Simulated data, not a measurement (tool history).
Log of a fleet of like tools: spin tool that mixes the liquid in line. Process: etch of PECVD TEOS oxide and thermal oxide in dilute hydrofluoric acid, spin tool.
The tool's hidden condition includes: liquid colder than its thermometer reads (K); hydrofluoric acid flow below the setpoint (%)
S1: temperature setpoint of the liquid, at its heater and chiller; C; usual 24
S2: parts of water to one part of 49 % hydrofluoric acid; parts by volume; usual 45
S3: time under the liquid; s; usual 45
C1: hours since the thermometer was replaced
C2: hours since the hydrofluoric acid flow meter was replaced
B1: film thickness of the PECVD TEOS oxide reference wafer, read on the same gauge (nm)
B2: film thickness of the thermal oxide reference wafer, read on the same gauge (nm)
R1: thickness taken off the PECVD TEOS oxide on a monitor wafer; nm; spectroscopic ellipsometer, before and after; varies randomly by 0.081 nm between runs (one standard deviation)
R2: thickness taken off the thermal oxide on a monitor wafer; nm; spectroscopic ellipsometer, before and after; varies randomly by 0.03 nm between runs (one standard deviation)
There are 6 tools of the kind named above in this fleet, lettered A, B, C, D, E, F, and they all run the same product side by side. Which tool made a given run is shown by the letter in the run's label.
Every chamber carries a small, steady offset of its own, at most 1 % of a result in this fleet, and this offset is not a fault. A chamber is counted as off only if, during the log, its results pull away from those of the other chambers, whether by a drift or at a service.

{"run": "1E", "hour": 13.6, "S1": 24, "S2": 45, "S3": 45, "C1": 454, "C2": 1537.7, "B1": 69.974, "B2": 29.984, "R1": 17.221, "R2": 5.0568}
{"run": "2C", "hour": 21.9, "S1": 24, "S2": 45, "S3": 45, "C1": 263.5, "C2": 241.8, "B1": 69.994, "B2": 29.995, "R1": 17.349, "R2": 5.0241}
{"run": "3B", "hour": 32.2, "S1": 24, "S2": 45, "S3": 45, "C1": 1064.4, "C2": 1087.5, "B1": 70.003, "B2": 30.015, "R1": 17.162, "R2": 4.9983}
{"run": "4D", "hour": 42.6, "S1": 24, "S2": 45, "S3": 45, "C1": 738, "C2": 44.4, "B1": 70.003, "B2": 30.009, "R1": 17.288, "R2": 5.0418}
{"run": "5A", "hour": 50.6, "S1": 21, "S2": 65, "S3": 45, "C1": 243.7, "C2": 178.2, "B1": 69.978, "B2": 29.972, "R1": 10.195, "R2": 3.0192}
{"run": "6F", "hour": 57.1, "S1": 21, "S2": 65, "S3": 45, "C1": 856.1, "C2": 850.2, "B1": 70.001, "B2": 29.97, "R1": 10.079, "R2": 3.0174}
{"run": "7F", "hour": 68.5, "S1": 21, "S2": 65, "S3": 45, "C1": 867.5, "C2": 861.6, "B1": 70.013, "B2": 30.016, "R1": 10.178, "R2": 2.9944}
{"run": "8C", "hour": 79.8, "S1": 21, "S2": 65, "S3": 45, "C1": 321.4, "C2": 299.7, "B1": 69.987, "B2": 29.966, "R1": 10.193, "R2": 3.0515}
{"run": "9A", "hour": 93.6, "S1": 21, "S2": 65, "S3": 45, "C1": 286.7, "C2": 221.2, "B1": 69.982, "B2": 29.999, "R1": 10.205, "R2": 3.0171}
{"run": "10D", "hour": 102.5, "S1": 21, "S2": 65, "S3": 45, "C1": 797.9, "C2": 104.3, "B1": 70.024, "B2": 30.018, "R1": 10.166, "R2": 3.0209}
{"run": "11E", "hour": 114.3, "S1": 24, "S2": 45, "S3": 45, "C1": 554.7, "C2": 1638.4, "B1": 70.037, "B2": 30.033, "R1": 17.245, "R2": 5.1206}
{"run": "12B", "hour": 127.4, "S1": 24, "S2": 45, "S3": 65, "C1": 1159.6, "C2": 1182.7, "B1": 70.016, "B2": 30.003, "R1": 24.74, "R2": 7.2525}
{"run": "13C", "hour": 133.4, "S1": 24, "S2": 45, "S3": 65, "C1": 375, "C2": 353.3, "B1": 69.985, "B2": 30.033, "R1": 24.908, "R2": 7.3879}
{"run": "14B", "hour": 145.0, "S1": 24, "S2": 45, "S3": 65, "C1": 1177.2, "C2": 1200.3, "B1": 70.004, "B2": 30.017, "R1": 24.5, "R2": 7.2349}
{"run": "15D", "hour": 156.4, "S1": 24, "S2": 45, "S3": 65, "C1": 851.8, "C2": 158.2, "B1": 69.995, "B2": 29.986, "R1": 24.611, "R2": 7.3442}
{"run": "16A", "hour": 169.7, "S1": 24, "S2": 45, "S3": 65, "C1": 362.8, "C2": 297.3, "B1": 69.995, "B2": 30.017, "R1": 24.571, "R2": 7.1963}
{"hour": 177.0, "done": "chamber E: thermometer replaced"}
{"run": "17F", "hour": 180.6, "S1": 24, "S2": 45, "S3": 65, "C1": 979.6, "C2": 973.7, "B1": 69.985, "B2": 29.993, "R1": 24.498, "R2": 7.2702}
{"run": "18E", "hour": 186.6, "S1": 24, "S2": 45, "S3": 45, "C1": 9.7, "C2": 1710.7, "B1": 69.985, "B2": 30.021, "R1": 17.178, "R2": 5.0478}
{"hour": 191.3, "done": "chamber E: hydrofluoric acid flow meter replaced"}
{"run": "19F", "hour": 195.1, "S1": 24, "S2": 45, "S3": 45, "C1": 994.1, "C2": 988.2, "B1": 69.977, "B2": 29.996, "R1": 16.96, "R2": 5.0523}
{"run": "20A", "hour": 201.6, "S1": 24, "S2": 45, "S3": 45, "C1": 394.7, "C2": 329.2, "B1": 70.011, "B2": 29.988, "R1": 17.016, "R2": 5.0189}
{"run": "21B", "hour": 208.5, "S1": 24, "S2": 45, "S3": 45, "C1": 1240.7, "C2": 1263.8, "B1": 70.041, "B2": 29.991, "R1": 17.085, "R2": 5.0255}
{"run": "22E", "hour": 218.0, "S1": 24, "S2": 45, "S3": 45, "C1": 41.1, "C2": 26.8, "B1": 69.985, "B2": 29.975, "R1": 17.071, "R2": 5.0798}
{"run": "23D", "hour": 229.5, "S1": 24, "S2": 45, "S3": 45, "C1": 924.9, "C2": 231.3, "B1": 69.991, "B2": 29.988, "R1": 17.202, "R2": 5.0393}
{"run": "24C", "hour": 236.7, "S1": 24, "S2": 65, "S3": 65, "C1": 478.3, "C2": 456.6, "B1": 70.015, "B2": 30.007, "R1": 16.77, "R2": 5.0293}
{"run": "25C", "hour": 243.4, "S1": 24, "S2": 65, "S3": 65, "C1": 485, "C2": 463.3, "B1": 70.009, "B2": 29.96, "R1": 16.757, "R2": 4.966}
{"run": "26B", "hour": 255.7, "S1": 24, "S2": 65, "S3": 65, "C1": 1287.9, "C2": 1311, "B1": 69.985, "B2": 30.013, "R1": 16.687, "R2": 4.8719}
{"run": "27D", "hour": 265.4, "S1": 24, "S2": 65, "S3": 65, "C1": 960.8, "C2": 267.2, "B1": 70.017, "B2": 30.002, "R1": 16.629, "R2": 4.9225}
{"hour": 265.7, "done": "chamber F: hydrofluoric acid flow meter replaced"}
{"run": "28A", "hour": 279.1, "S1": 24, "S2": 65, "S3": 65, "C1": 472.2, "C2": 406.7, "B1": 69.984, "B2": 30.039, "R1": 16.665, "R2": 4.8973}
{"run": "29E", "hour": 286.4, "S1": 24, "S2": 65, "S3": 65, "C1": 109.5, "C2": 95.2, "B1": 69.979, "B2": 30.003, "R1": 16.655, "R2": 4.9411}
{"run": "30F", "hour": 294.5, "S1": 24, "S2": 45, "S3": 45, "C1": 1093.5, "C2": 28.8, "B1": 69.979, "B2": 30.013, "R1": 17.065, "R2": 5.0664}
{"run": "31C", "hour": 300.8, "S1": 24, "S2": 45, "S3": 45, "C1": 542.4, "C2": 520.7, "B1": 69.986, "B2": 29.972, "R1": 17.124, "R2": 5.0962}
{"run": "32E", "hour": 314.4, "S1": 24, "S2": 60, "S3": 20, "C1": 137.5, "C2": 123.2, "B1": 69.998, "B2": 30.017, "R1": 5.6121, "R2": 1.6359}
{"run": "33B", "hour": 327.2, "S1": 24, "S2": 60, "S3": 20, "C1": 1359.4, "C2": 1382.5, "B1": 70.02, "B2": 30.022, "R1": 5.5283, "R2": 1.6412}
{"run": "34D", "hour": 340.4, "S1": 24, "S2": 60, "S3": 20, "C1": 1035.8, "C2": 342.2, "B1": 70.009, "B2": 29.969, "R1": 5.5833, "R2": 1.6643}
{"run": "35F", "hour": 353.6, "S1": 24, "S2": 60, "S3": 20, "C1": 1152.6, "C2": 87.9, "B1": 70.015, "B2": 29.997, "R1": 5.5395, "R2": 1.6441}
{"run": "36A", "hour": 365.3, "S1": 24, "S2": 60, "S3": 20, "C1": 558.4, "C2": 492.9, "B1": 69.991, "B2": 29.988, "R1": 5.6014, "R2": 1.6323}
{"run": "37D", "hour": 377.6, "S1": 24, "S2": 60, "S3": 20, "C1": 1073, "C2": 379.4, "B1": 70.042, "B2": 30.001, "R1": 5.6305, "R2": 1.6516}
{"run": "38E", "hour": 389.4, "S1": 24, "S2": 45, "S3": 45, "C1": 212.5, "C2": 198.2, "B1": 70.058, "B2": 30.018, "R1": 17.041, "R2": 5.1165}
{"run": "39F", "hour": 396.6, "S1": 24, "S2": 45, "S3": 45, "C1": 1195.6, "C2": 130.9, "B1": 70.039, "B2": 30.026, "R1": 16.983, "R2": 5.0506}

Is one chamber out of step, is the gauge drifting, or do the chambers differ by no more than their own small offsets? For an off chamber, give its letter and the likeliest cause.

Neither any chamber nor the gauge drifts; the chambers differ only by their own small, steady offsets.
